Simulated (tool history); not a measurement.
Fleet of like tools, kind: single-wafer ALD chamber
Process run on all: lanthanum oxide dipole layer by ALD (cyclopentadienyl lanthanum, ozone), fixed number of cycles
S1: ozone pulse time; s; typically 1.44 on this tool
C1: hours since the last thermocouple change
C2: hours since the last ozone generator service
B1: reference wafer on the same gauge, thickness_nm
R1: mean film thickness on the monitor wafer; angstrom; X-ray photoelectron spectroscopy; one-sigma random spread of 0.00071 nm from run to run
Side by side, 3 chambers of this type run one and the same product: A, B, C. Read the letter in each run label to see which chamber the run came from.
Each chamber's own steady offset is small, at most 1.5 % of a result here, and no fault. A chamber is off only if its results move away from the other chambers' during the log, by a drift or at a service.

| run | day | S1 | C1 | C2 | B1 | R1 |
|---|---|---|---|---|---|---|
| 1A | 0.221 | 1.44 | 741.6 | 85.2 | 0.54602 | 5.4313 |
| 2B | 0.475 | 1.44 | 1619 | 436.2 | 0.54605 | 5.4669 |
| 3C | 0.862 | 1.44 | 767.2 | 1120.6 | 0.54604 | 5.5195 |
| 4C | 1.054 | 1.44 | 771.8 | 1125.2 | 0.54629 | 5.5075 |
|  | 1.292 | chamber C: ozone generator serviced |
| 5A | 1.408 | 1.68 | 770.1 | 113.7 | 0.54633 | 5.5527 |
| 6B | 1.838 | 1.68 | 1651.7 | 468.9 | 0.54655 | 5.5898 |
| 7A | 2.112 | 1.68 | 787 | 130.6 | 0.54657 | 5.5535 |
| 8C | 2.454 | 1.44 | 805.4 | 27.9 | 0.54655 | 5.5342 |
| 9B | 2.775 | 1.44 | 1674.2 | 491.4 | 0.54658 | 5.4657 |
| 10B | 2.988 | 1.44 | 1679.3 | 496.5 | 0.54667 | 5.4745 |
| 11C | 3.35 | 1.44 | 826.9 | 49.4 | 0.54681 | 5.528 |
| 12A | 3.742 | 1.8 | 826.1 | 169.7 | 0.54699 | 5.6047 |
| 13B | 4.104 | 1.8 | 1706.1 | 523.3 | 0.54703 | 5.6366 |
| 14A | 4.346 | 1.8 | 840.6 | 184.2 | 0.54711 | 5.5908 |
| 15C | 4.762 | 1.44 | 860.8 | 83.3 | 0.54702 | 5.5224 |
| 16C | 5.025 | 1.44 | 867.1 | 89.6 | 0.54737 | 5.5289 |
| 17A | 5.275 | 1.44 | 862.9 | 206.5 | 0.54738 | 5.4377 |
| 18B | 5.671 | 1.44 | 1743.7 | 560.9 | 0.54735 | 5.4775 |
| 19C | 5.862 | 1.44 | 887.2 | 109.7 | 0.54747 | 5.5394 |
| 20B | 6.054 | 1.98 | 1752.9 | 570.1 | 0.54744 | 5.6822 |
| 21A | 6.454 | 1.98 | 891.2 | 234.8 | 0.54756 | 5.6419 |
| 22C | 6.767 | 1.98 | 908.9 | 131.4 | 0.54762 | 5.7532 |
| 23B | 6.979 | 1.44 | 1775.1 | 592.3 | 0.54751 | 5.4825 |
| 24A | 7.292 | 1.71 | 911.3 | 254.9 | 0.54765 | 5.5714 |
| 25C | 7.725 | 1.71 | 931.9 | 154.4 | 0.54765 | 5.6838 |
| 26B | 8.154 | 1.71 | 1803.3 | 620.5 | 0.54785 | 5.6084 |
| 27A | 8.371 | 1.44 | 937.2 | 280.8 | 0.54789 | 5.4363 |
| 28B | 8.6 | 1.44 | 1814 | 631.2 | 0.54793 | 5.481 |
|  | 8.696 | chamber B: thermocouple changed; heater temperature recalibrated |
| 29C | 8.858 | 1.44 | 959.1 | 181.6 | 0.54801 | 5.5395 |
| 30A | 9.054 | 0.95 | 953.6 | 297.2 | 0.54809 | 4.9107 |
| 31A | 9.462 | 0.95 | 963.4 | 307 | 0.54823 | 4.905 |
| 32C | 9.708 | 0.95 | 979.5 | 202 | 0.54814 | 5.0115 |
|  | 9.746 | chamber C: thermocouple changed; heater temperature recalibrated |
| 33B | 10.046 | 1.44 | 32.5 | 665.9 | 0.54835 | 5.4946 |
| 34C | 10.333 | 1.44 | 14.2 | 217 | 0.54844 | 5.5253 |
| 35B | 10.754 | 1.13 | 49.5 | 682.9 | 0.54861 | 5.2131 |
| 36A | 10.942 | 1.13 | 998.9 | 342.5 | 0.54873 | 5.1777 |
| 37B | 11.246 | 1.13 | 61.3 | 694.7 | 0.54864 | 5.2201 |
| 38A | 11.521 | 1.44 | 1012.8 | 356.4 | 0.54899 | 5.4415 |
| 39C | 11.746 | 1.44 | 48.1 | 250.9 | 0.54872 | 5.5442 |
| 40A | 11.967 | 1.03 | 1023.5 | 367.1 | 0.54888 | 5.0448 |

Next, every chamber runs the same settings. What will each give?
| 41A | 12.279 | 1.69 |  |  |  | ? |
| 41B | 12.279 | 1.69 |  |  |  | ? |
| 41C | 12.279 | 1.69 |  |  |  | ? |

| run | R1 |
|---|---|
| 41A | 5.5876 |
| 41B | 5.6125 |
| 41C | 5.6836 |

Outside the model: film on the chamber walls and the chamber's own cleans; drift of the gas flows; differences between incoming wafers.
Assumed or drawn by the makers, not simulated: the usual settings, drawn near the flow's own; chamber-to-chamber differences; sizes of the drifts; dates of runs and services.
